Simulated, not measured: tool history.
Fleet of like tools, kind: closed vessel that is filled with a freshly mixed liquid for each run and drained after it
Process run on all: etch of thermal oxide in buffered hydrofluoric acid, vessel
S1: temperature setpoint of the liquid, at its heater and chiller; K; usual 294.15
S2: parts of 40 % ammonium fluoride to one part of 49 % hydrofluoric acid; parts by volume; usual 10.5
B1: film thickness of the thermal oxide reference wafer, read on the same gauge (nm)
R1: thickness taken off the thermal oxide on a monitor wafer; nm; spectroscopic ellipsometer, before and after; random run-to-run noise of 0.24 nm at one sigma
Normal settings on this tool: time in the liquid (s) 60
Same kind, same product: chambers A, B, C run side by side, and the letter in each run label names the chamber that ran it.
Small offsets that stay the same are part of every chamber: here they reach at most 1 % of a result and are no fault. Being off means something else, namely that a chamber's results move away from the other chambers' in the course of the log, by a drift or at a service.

{"run": "1C", "hour": 7.6, "S1": 294.15, "S2": 10.5, "time in the liquid (s)": 60, "B1": 130, "R1": 54.735}
{"run": "2B", "hour": 18.8, "S1": 294.15, "S2": 10.5, "time in the liquid (s)": 60, "B1": 129.99, "R1": 55.16}
{"run": "3A", "hour": 25.8, "S1": 294.15, "S2": 10.5, "time in the liquid (s)": 60, "B1": 130, "R1": 54.946}
{"run": "4C", "hour": 33.1, "S1": 294.15, "S2": 10.5, "time in the liquid (s)": 60, "B1": 130.02, "R1": 55.158}
{"run": "5B", "hour": 42.2, "S1": 294.15, "S2": 10.5, "time in the liquid (s)": 60, "B1": 130.04, "R1": 54.617}
{"run": "6A", "hour": 54.6, "S1": 290.15, "S2": 10.5, "time in the liquid (s)": 40, "B1": 130.05, "R1": 29.183}
{"run": "7A", "hour": 61.2, "S1": 290.15, "S2": 10.5, "time in the liquid (s)": 40, "B1": 130.02, "R1": 29.493}
{"run": "8B", "hour": 67.9, "S1": 290.15, "S2": 10.5, "time in the liquid (s)": 40, "B1": 129.99, "R1": 28.915}
{"run": "9C", "hour": 76.9, "S1": 297.15, "S2": 10.5, "time in the liquid (s)": 60, "B1": 130.03, "R1": 65.039}
{"run": "10C", "hour": 88.0, "S1": 297.15, "S2": 10.5, "time in the liquid (s)": 60, "B1": 130.03, "R1": 64.92}
{"run": "11B", "hour": 98.8, "S1": 297.15, "S2": 10.5, "time in the liquid (s)": 60, "B1": 129.99, "R1": 64.462}
{"hour": 100.2, "done": "chamber C: thermometer replaced"}
{"run": "12A", "hour": 104.9, "S1": 294.15, "S2": 10.5, "time in the liquid (s)": 60, "B1": 130, "R1": 55.148}
{"run": "13C", "hour": 116.4, "S1": 294.15, "S2": 10.5, "time in the liquid (s)": 60, "B1": 130, "R1": 54.889}
{"run": "14B", "hour": 123.3, "S1": 294.15, "S2": 10.5, "time in the liquid (s)": 60, "B1": 129.99, "R1": 54.705}
{"run": "15A", "hour": 134.7, "S1": 294.15, "S2": 10.5, "time in the liquid (s)": 60, "B1": 129.99, "R1": 55.181}
{"run": "16B", "hour": 145.1, "S1": 294.15, "S2": 10.5, "time in the liquid (s)": 60, "B1": 130.05, "R1": 54.715}
{"run": "17C", "hour": 150.8, "S1": 294.15, "S2": 10.5, "time in the liquid (s)": 60, "B1": 130, "R1": 54.776}
{"run": "18A", "hour": 157.9, "S1": 294.15, "S2": 10.5, "time in the liquid (s)": 60, "B1": 129.98, "R1": 55.134}
{"run": "19B", "hour": 163.3, "S1": 294.15, "S2": 10.5, "time in the liquid (s)": 90, "B1": 129.98, "R1": 82.972}
{"run": "20C", "hour": 172.9, "S1": 294.15, "S2": 10.5, "time in the liquid (s)": 90, "B1": 129.99, "R1": 83.127}
{"run": "21A", "hour": 178.9, "S1": 294.15, "S2": 10.5, "time in the liquid (s)": 90, "B1": 130, "R1": 82.953}
{"run": "22C", "hour": 187.3, "S1": 294.15, "S2": 12, "time in the liquid (s)": 60, "B1": 130, "R1": 48.354}
{"run": "23B", "hour": 193.8, "S1": 294.15, "S2": 12, "time in the liquid (s)": 60, "B1": 129.99, "R1": 48.048}
{"run": "24A", "hour": 203.5, "S1": 294.15, "S2": 12, "time in the liquid (s)": 60, "B1": 130, "R1": 48}
{"run": "25A", "hour": 210.0, "S1": 294.15, "S2": 10.5, "time in the liquid (s)": 60, "B1": 130, "R1": 55.009}
{"run": "26C", "hour": 215.8, "S1": 294.15, "S2": 10.5, "time in the liquid (s)": 60, "B1": 130.03, "R1": 55.063}
{"run": "27B", "hour": 225.4, "S1": 294.15, "S2": 10.5, "time in the liquid (s)": 60, "B1": 130, "R1": 55.377}
{"run": "28C", "hour": 231.5, "S1": 294.15, "S2": 10.5, "time in the liquid (s)": 60, "B1": 130, "R1": 55.148}
{"hour": 233.7, "done": "chamber C: hydrofluoric acid flow meter replaced"}
{"run": "29B", "hour": 240.4, "S1": 294.15, "S2": 10.5, "time in the liquid (s)": 60, "B1": 129.99, "R1": 54.796}
{"run": "30A", "hour": 246.2, "S1": 294.15, "S2": 10.5, "time in the liquid (s)": 60, "B1": 130.01, "R1": 55.369}
{"run": "31A", "hour": 256.2, "S1": 294.15, "S2": 10.5, "time in the liquid (s)": 75, "B1": 130, "R1": 68.701}
{"run": "32B", "hour": 267.7, "S1": 294.15, "S2": 10.5, "time in the liquid (s)": 75, "B1": 130, "R1": 68.679}
{"run": "33C", "hour": 277.4, "S1": 294.15, "S2": 10.5, "time in the liquid (s)": 75, "B1": 130.02, "R1": 68.559}
{"run": "34C", "hour": 286.7, "S1": 294.15, "S2": 12.5, "time in the liquid (s)": 30, "B1": 130.03, "R1": 23.01}
{"run": "35A", "hour": 292.9, "S1": 294.15, "S2": 12.5, "time in the liquid (s)": 30, "B1": 130.03, "R1": 23.227}
{"run": "36B", "hour": 302.9, "S1": 294.15, "S2": 12.5, "time in the liquid (s)": 30, "B1": 130.02, "R1": 23.006}
{"run": "37A", "hour": 308.7, "S1": 294.15, "S2": 10.5, "time in the liquid (s)": 60, "B1": 130, "R1": 54.729}
{"run": "38C", "hour": 318.3, "S1": 294.15, "S2": 10.5, "time in the liquid (s)": 60, "B1": 129.98, "R1": 54.749}
{"hour": 326.9, "done": "chamber A: hydrofluoric acid flow meter replaced"}
{"run": "39B", "hour": 326.9, "S1": 294.15, "S2": 10.5, "time in the liquid (s)": 60, "B1": 130, "R1": 54.573}
{"run": "40A", "hour": 332.4, "S1": 294.15, "S2": 10.5, "time in the liquid (s)": 60, "B1": 129.99, "R1": 54.914}
{"run": "41B", "hour": 341.3, "S1": 294.15, "S2": 10.5, "time in the liquid (s)": 60, "B1": 129.97, "R1": 54.82}
{"run": "42C", "hour": 352.4, "S1": 294.15, "S2": 10.5, "time in the liquid (s)": 60, "B1": 130.02, "R1": 54.997}
{"run": "43B", "hour": 363.5, "S1": 294.15, "S2": 10.5, "time in the liquid (s)": 60, "B1": 130.03, "R1": 54.98}

Is one chamber off against the others, does the gauge drift, or is nothing wrong? If a chamber is off, say which, and what the likeliest cause is.

All chambers stay in line apart from their small fixed offsets, and the gauge does not drift.

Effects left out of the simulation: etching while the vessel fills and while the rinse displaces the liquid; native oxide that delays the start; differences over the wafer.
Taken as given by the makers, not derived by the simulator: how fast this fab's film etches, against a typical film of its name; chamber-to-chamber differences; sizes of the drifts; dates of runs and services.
